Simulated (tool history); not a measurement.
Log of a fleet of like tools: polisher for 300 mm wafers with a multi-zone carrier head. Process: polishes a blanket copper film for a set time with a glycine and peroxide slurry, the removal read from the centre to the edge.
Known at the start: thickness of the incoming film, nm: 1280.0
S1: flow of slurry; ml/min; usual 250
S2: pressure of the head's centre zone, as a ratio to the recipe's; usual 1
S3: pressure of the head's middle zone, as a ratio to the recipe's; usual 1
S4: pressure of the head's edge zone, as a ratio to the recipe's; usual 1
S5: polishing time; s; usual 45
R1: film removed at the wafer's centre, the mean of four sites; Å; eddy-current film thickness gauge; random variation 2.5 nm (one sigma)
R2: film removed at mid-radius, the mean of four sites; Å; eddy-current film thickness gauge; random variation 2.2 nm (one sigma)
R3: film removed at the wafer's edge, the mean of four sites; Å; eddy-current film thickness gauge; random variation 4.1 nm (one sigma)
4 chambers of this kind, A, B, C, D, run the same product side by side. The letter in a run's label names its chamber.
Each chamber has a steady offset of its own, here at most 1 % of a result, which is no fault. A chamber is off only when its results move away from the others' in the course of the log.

{"hour": 0.4, "done": "chamber D: worn pad replaced by a new one"}
{"hour": 3.3, "done": "chamber C: worn pad replaced by a new one"}
{"run": "1D", "hour": 13.0, "S1": 250, "S2": 1, "S3": 1, "S4": 1, "S5": 45, "R1": 2983.4, "R2": 3018.5, "R3": 2938.7}
{"run": "2B", "hour": 23.6, "S1": 250, "S2": 1, "S3": 1, "S4": 1, "S5": 45, "R1": 3030.1, "R2": 2939.5, "R3": 3025}
{"run": "3C", "hour": 35.7, "S1": 250, "S2": 1, "S3": 1, "S4": 1, "S5": 45, "R1": 2913.1, "R2": 3018.2, "R3": 3005.9}
{"run": "4A", "hour": 44.4, "S1": 250, "S2": 1, "S3": 1, "S4": 1, "S5": 45, "R1": 2944.2, "R2": 3014.6, "R3": 3012.6}
{"run": "5D", "hour": 55.5, "S1": 250, "S2": 1, "S3": 1, "S4": 1, "S5": 45, "R1": 2983.8, "R2": 2959.9, "R3": 2908.1}
{"hour": 58.2, "done": "chamber B: worn pad replaced by a new one"}
{"run": "6C", "hour": 70.7, "S1": 250, "S2": 1, "S3": 1, "S4": 1, "S5": 45, "R1": 2944.1, "R2": 3022.5, "R3": 2995.2}
{"run": "7B", "hour": 83.8, "S1": 250, "S2": 1, "S3": 0.96, "S4": 1, "S5": 58, "R1": 3832.3, "R2": 3693.3, "R3": 3826.9}
{"hour": 92.6, "done": "chamber C: worn pad replaced by a new one"}
{"run": "8A", "hour": 93.2, "S1": 250, "S2": 1, "S3": 0.96, "S4": 1, "S5": 58, "R1": 3774, "R2": 3771, "R3": 3853.8}
{"hour": 94.3, "done": "chamber A: worn pad replaced by a new one"}
{"hour": 103.5, "done": "chamber B: centre zone pressure recalibrated"}
{"run": "9A", "hour": 103.9, "S1": 250, "S2": 1, "S3": 0.96, "S4": 1, "S5": 58, "R1": 3788.4, "R2": 3754.1, "R3": 3930.5}
{"hour": 110.4, "done": "chamber D: worn pad replaced by a new one"}
{"hour": 110.4, "done": "chamber A: slurry nozzle cleaned"}
{"run": "10D", "hour": 117.2, "S1": 250, "S2": 1, "S3": 0.96, "S4": 1, "S5": 58, "R1": 3877.2, "R2": 3689.9, "R3": 3772.1}
{"run": "11B", "hour": 129.8, "S1": 250, "S2": 1, "S3": 1, "S4": 1, "S5": 45, "R1": 2977.2, "R2": 2967.4, "R3": 2961.5}
{"hour": 138.1, "done": "chamber B: worn pad replaced by a new one"}
{"hour": 138.4, "done": "chamber A: centre zone pressure recalibrated"}
{"run": "12C", "hour": 142.5, "S1": 250, "S2": 1, "S3": 1, "S4": 1, "S5": 45, "R1": 3006.2, "R2": 3026.2, "R3": 2997.2}
{"run": "13B", "hour": 153.2, "S1": 250, "S2": 1, "S3": 1, "S4": 1, "S5": 45, "R1": 2961.4, "R2": 2966.5, "R3": 2944.4}
{"run": "14C", "hour": 161.9, "S1": 250, "S2": 1, "S3": 1, "S4": 1, "S5": 45, "R1": 2999.3, "R2": 3009, "R3": 2971.7}
{"hour": 168.9, "done": "chamber C: worn pad replaced by a new one"}
{"run": "15D", "hour": 177.0, "S1": 250, "S2": 1, "S3": 1, "S4": 1, "S5": 45, "R1": 2977.3, "R2": 3003.8, "R3": 3024.7}
{"run": "16A", "hour": 186.5, "S1": 250, "S2": 1, "S3": 1, "S4": 1, "S5": 45, "R1": 2962.7, "R2": 3045.6, "R3": 3082.7}
{"hour": 191.6, "done": "chamber A: worn pad replaced by a new one"}
{"run": "17C", "hour": 195.9, "S1": 250, "S2": 1, "S3": 1, "S4": 1, "S5": 45, "R1": 2952.8, "R2": 3049.4, "R3": 3016.5}
{"hour": 200.9, "done": "chamber B: slurry nozzle cleaned"}
{"hour": 206.7, "done": "chamber D: worn pad replaced by a new one"}
{"hour": 209.4, "done": "chamber B: worn pad replaced by a new one"}
{"run": "18A", "hour": 211.7, "S1": 250, "S2": 1, "S3": 1, "S4": 1, "S5": 45, "R1": 3017.1, "R2": 3021.7, "R3": 3068.4}
{"run": "19D", "hour": 226.6, "S1": 250, "S2": 1, "S3": 1, "S4": 1, "S5": 45, "R1": 2987.6, "R2": 3013.4, "R3": 2963.9}
{"run": "20B", "hour": 239.2, "S1": 250, "S2": 1, "S3": 1, "S4": 1, "S5": 45, "R1": 3009.4, "R2": 2991.6, "R3": 2935.1}
{"run": "21C", "hour": 251.7, "S1": 250, "S2": 1, "S3": 1, "S4": 1, "S5": 45, "R1": 2882.9, "R2": 2998.5, "R3": 3050.7}
{"hour": 257.7, "done": "chamber C: worn pad replaced by a new one"}
{"run": "22D", "hour": 260.7, "S1": 250, "S2": 1, "S3": 1, "S4": 1, "S5": 38, "R1": 2509, "R2": 2497.7, "R3": 2574.4}
{"run": "23B", "hour": 270.1, "S1": 250, "S2": 1, "S3": 1, "S4": 1, "S5": 38, "R1": 2538.3, "R2": 2529.1, "R3": 2534.7}
{"run": "24A", "hour": 284.2, "S1": 250, "S2": 1, "S3": 1, "S4": 1, "S5": 38, "R1": 2541.3, "R2": 2539.3, "R3": 2533.5}
{"hour": 285.4, "done": "chamber B: worn pad replaced by a new one"}
{"hour": 291.3, "done": "chamber A: worn pad replaced by a new one"}
{"hour": 291.9, "done": "chamber D: worn pad replaced by a new one"}
{"run": "25B", "hour": 294.2, "S1": 250, "S2": 1, "S3": 1, "S4": 1, "S5": 38, "R1": 2553.4, "R2": 2496.9, "R3": 2497}
{"run": "26D", "hour": 305.0, "S1": 250, "S2": 1, "S3": 1, "S4": 1, "S5": 45, "R1": 2960.7, "R2": 2976.8, "R3": 3001.6}
{"run": "27A", "hour": 312.8, "S1": 330, "S2": 0.91, "S3": 1, "S4": 1, "S5": 45, "R1": 2744.1, "R2": 3106.1, "R3": 3052.9}
{"hour": 320.6, "done": "chamber D: slurry nozzle cleaned"}
{"run": "28C", "hour": 325.4, "S1": 330, "S2": 0.91, "S3": 1, "S4": 1, "S5": 45, "R1": 2591.9, "R2": 3113.1, "R3": 3091.4}
{"run": "29D", "hour": 333.8, "S1": 330, "S2": 0.91, "S3": 1, "S4": 1, "S5": 45, "R1": 2836.5, "R2": 3082, "R3": 3001.1}
{"hour": 337.9, "done": "chamber C: worn pad replaced by a new one"}
{"run": "30B", "hour": 341.3, "S1": 330, "S2": 0.91, "S3": 1, "S4": 1, "S5": 45, "R1": 2800.4, "R2": 3054.5, "R3": 3082.2}
{"run": "31A", "hour": 349.8, "S1": 250, "S2": 1, "S3": 1, "S4": 1, "S5": 45, "R1": 2995.4, "R2": 2968.5, "R3": 2990.7}
{"run": "32C", "hour": 362.7, "S1": 250, "S2": 1, "S3": 1, "S4": 1, "S5": 45, "R1": 2811.8, "R2": 3026.6, "R3": 2991}
{"run": "33D", "hour": 376.1, "S1": 250, "S2": 1, "S3": 1, "S4": 1, "S5": 45, "R1": 2970.5, "R2": 2966.2, "R3": 2948.3}

Is one chamber off against the others, does the gauge drift, or is nothing wrong? If a chamber is off, say which, and what the likeliest cause is.

Chamber C drifts away from the others.
Cause: centre zone's pressure below its setpoint, % = 5.73.

Here are 4 candidates for chamber C's next run, each the usual settings with a change, their results left as question marks. Which one brings its results back in line with what the others give on the usual settings?
In line means no further than this from the other chambers' mean on the usual settings: R1 89 Å; R2 77 Å; R3 140 Å
{"run": "34C-1", "hour": 387.6, "S1": 255, "S2": 1.06, "S3": 0.99, "S4": 0.98, "S5": 45, "R1": "?", "R2": "?", "R3": "?"}
{"run": "34C-2", "hour": 387.6, "S1": 240, "S2": 0.88, "S3": 1.03, "S4": 1.04, "S5": 45, "R1": "?", "R2": "?", "R3": "?"}
{"run": "34C-3", "hour": 387.6, "S1": 245, "S2": 0.94, "S3": 1.01, "S4": 1.02, "S5": 45, "R1": "?", "R2": "?", "R3": "?"}
{"run": "34C-4", "hour": 387.6, "S1": 260, "S2": 1.14, "S3": 0.97, "S4": 0.96, "S5": 45, "R1": "?", "R2": "?", "R3": "?"}

The other chambers' mean on the usual settings: R1 2982.9 Å; R2 2991.1 Å; R3 2986.5 Å
run=34C-1 R1=2989.8 R2=2999.8 R3=3000.1
run=34C-2 R1=2412.4 R2=3090.7 R3=3077.6
run=34C-3 R1=2604.1 R2=3042.6 R3=3052.4
run=34C-4 R1=3245.7 R2=2949.9 R3=2973.8
34C-1 brings the chamber back in line.

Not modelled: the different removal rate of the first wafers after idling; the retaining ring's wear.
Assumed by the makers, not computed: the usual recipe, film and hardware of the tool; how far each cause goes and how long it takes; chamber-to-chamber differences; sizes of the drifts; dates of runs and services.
